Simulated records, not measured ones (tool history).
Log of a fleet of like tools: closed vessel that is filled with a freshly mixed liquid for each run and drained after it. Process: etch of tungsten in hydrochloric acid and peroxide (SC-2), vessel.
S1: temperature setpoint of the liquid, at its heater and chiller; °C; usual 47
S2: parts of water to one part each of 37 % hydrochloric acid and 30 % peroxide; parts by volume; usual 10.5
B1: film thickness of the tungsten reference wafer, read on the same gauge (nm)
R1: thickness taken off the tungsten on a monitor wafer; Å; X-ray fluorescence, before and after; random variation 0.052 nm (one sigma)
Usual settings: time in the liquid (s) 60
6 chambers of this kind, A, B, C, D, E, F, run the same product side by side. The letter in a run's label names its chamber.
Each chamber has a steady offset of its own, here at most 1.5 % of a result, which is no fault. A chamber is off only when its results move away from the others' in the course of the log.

{"run": "1B", "hour": 7.2, "S1": 47, "S2": 10.5, "time in the liquid (s)": 60, "B1": 80.005, "R1": 54.133}
{"run": "2F", "hour": 13.0, "S1": 47, "S2": 10.5, "time in the liquid (s)": 60, "B1": 79.993, "R1": 54.327}
{"run": "3E", "hour": 17.7, "S1": 47, "S2": 10.5, "time in the liquid (s)": 60, "B1": 79.978, "R1": 52.307}
{"run": "4A", "hour": 22.7, "S1": 47, "S2": 10.5, "time in the liquid (s)": 60, "B1": 80.029, "R1": 52.953}
{"run": "5C", "hour": 32.1, "S1": 47, "S2": 10.5, "time in the liquid (s)": 60, "B1": 79.996, "R1": 51.793}
{"run": "6D", "hour": 37.3, "S1": 47, "S2": 10.5, "time in the liquid (s)": 60, "B1": 79.971, "R1": 53.693}
{"run": "7E", "hour": 42.0, "S1": 47, "S2": 10.5, "time in the liquid (s)": 60, "B1": 80.001, "R1": 53.351}
{"run": "8D", "hour": 50.0, "S1": 47, "S2": 10.5, "time in the liquid (s)": 60, "B1": 79.975, "R1": 52.254}
{"run": "9A", "hour": 57.7, "S1": 47, "S2": 10.5, "time in the liquid (s)": 60, "B1": 80.011, "R1": 52.022}
{"run": "10C", "hour": 63.8, "S1": 47, "S2": 10.5, "time in the liquid (s)": 60, "B1": 80.0, "R1": 52.941}
{"run": "11F", "hour": 70.0, "S1": 47, "S2": 10.5, "time in the liquid (s)": 60, "B1": 80.019, "R1": 53.958}
{"run": "12B", "hour": 77.2, "S1": 47, "S2": 10.5, "time in the liquid (s)": 60, "B1": 79.981, "R1": 52.896}
{"run": "13D", "hour": 86.0, "S1": 47, "S2": 10.5, "time in the liquid (s)": 60, "B1": 79.988, "R1": 52.756}
{"run": "14B", "hour": 96.1, "S1": 47, "S2": 10.5, "time in the liquid (s)": 60, "B1": 79.971, "R1": 53.889}
{"run": "15F", "hour": 101.2, "S1": 47, "S2": 10.5, "time in the liquid (s)": 60, "B1": 79.993, "R1": 53.272}
{"run": "16E", "hour": 110.0, "S1": 47, "S2": 12.5, "time in the liquid (s)": 60, "B1": 80.034, "R1": 45.581}
{"run": "17A", "hour": 114.8, "S1": 47, "S2": 12.5, "time in the liquid (s)": 60, "B1": 79.99, "R1": 45.099}
{"run": "18C", "hour": 119.2, "S1": 47, "S2": 12.5, "time in the liquid (s)": 60, "B1": 79.984, "R1": 45.665}
{"run": "19F", "hour": 128.9, "S1": 47, "S2": 12.5, "time in the liquid (s)": 60, "B1": 80.01, "R1": 46.309}
{"run": "20C", "hour": 136.2, "S1": 47, "S2": 12.5, "time in the liquid (s)": 60, "B1": 79.997, "R1": 44.331}
{"run": "21E", "hour": 143.4, "S1": 47, "S2": 12.5, "time in the liquid (s)": 60, "B1": 79.973, "R1": 45.303}
{"run": "22A", "hour": 148.8, "S1": 47, "S2": 10.5, "time in the liquid (s)": 60, "B1": 79.97, "R1": 52.828}
{"run": "23B", "hour": 154.5, "S1": 47, "S2": 10.5, "time in the liquid (s)": 60, "B1": 79.973, "R1": 52.706}
{"run": "24D", "hour": 164.2, "S1": 47, "S2": 10.5, "time in the liquid (s)": 60, "B1": 80.008, "R1": 53.561}
{"run": "25F", "hour": 172.5, "S1": 47, "S2": 10.5, "time in the liquid (s)": 60, "B1": 79.982, "R1": 53.13}
{"run": "26B", "hour": 179.1, "S1": 47, "S2": 10.5, "time in the liquid (s)": 60, "B1": 79.995, "R1": 53.447}
{"hour": 179.6, "done": "chamber B: thermometer replaced"}
{"run": "27E", "hour": 183.9, "S1": 47, "S2": 10.5, "time in the liquid (s)": 60, "B1": 79.976, "R1": 52.677}
{"hour": 186.9, "done": "chamber F: thermometer replaced"}
{"run": "28C", "hour": 189.4, "S1": 47, "S2": 10.5, "time in the liquid (s)": 60, "B1": 80.002, "R1": 51.196}
{"run": "29D", "hour": 196.1, "S1": 47, "S2": 12.5, "time in the liquid (s)": 30, "B1": 79.993, "R1": 22.746}
{"run": "30A", "hour": 205.8, "S1": 47, "S2": 12.5, "time in the liquid (s)": 30, "B1": 79.996, "R1": 22.56}
{"run": "31A", "hour": 214.7, "S1": 47, "S2": 12.5, "time in the liquid (s)": 30, "B1": 80.017, "R1": 22.64}
{"run": "32B", "hour": 222.7, "S1": 47, "S2": 12.5, "time in the liquid (s)": 30, "B1": 79.995, "R1": 23.216}
{"run": "33C", "hour": 232.4, "S1": 47, "S2": 12.5, "time in the liquid (s)": 30, "B1": 80.002, "R1": 21.15}
{"run": "34D", "hour": 237.4, "S1": 47, "S2": 12.5, "time in the liquid (s)": 30, "B1": 80.012, "R1": 22.488}
{"run": "35F", "hour": 242.5, "S1": 47, "S2": 10.5, "time in the liquid (s)": 60, "B1": 79.992, "R1": 53.587}
{"run": "36E", "hour": 249.3, "S1": 47, "S2": 10.5, "time in the liquid (s)": 60, "B1": 80.003, "R1": 53.552}
{"run": "37E", "hour": 258.5, "S1": 47, "S2": 10.5, "time in the liquid (s)": 60, "B1": 80.006, "R1": 53.939}

What goes on in this fleet: one chamber off, a drifting gauge, or nothing beyond the chambers' own small offsets? Name the chamber and the cause, if any.

Chamber C drifts away from the others.
Cause: chemicals flow below the setpoint (%) = 9.77.
The log may not tell that from: liquid colder than its thermometer reads (K); peroxide weaker than its label (%).

Here are 4 candidates for chamber C's next run, each the usual settings with a change, their results left as question marks. Which one brings its results back in line with what the others give on the usual settings?
In line means no further than this from the other chambers' mean on the usual settings: R1 1.800 Å
{"run": "38C-1", "hour": 265.8, "S1": 44.5, "S2": 11.0, "time in the liquid (s)": 60, "R1": "?"}
{"run": "38C-2", "hour": 265.8, "S1": 48.0, "S2": 10.0, "time in the liquid (s)": 65, "R1": "?"}
{"run": "38C-3", "hour": 265.8, "S1": 47.0, "S2": 10.5, "time in the liquid (s)": 55, "R1": "?"}
{"run": "38C-4", "hour": 265.8, "S1": 47.0, "S2": 10.5, "time in the liquid (s)": 65, "R1": "?"}

The other chambers' mean on the usual settings: R1 53.088 Å
run=38C-1 R1=39.237
run=38C-2 R1=58.576
run=38C-3 R1=44.427
run=38C-4 R1=52.504
38C-4 brings the chamber back in line.
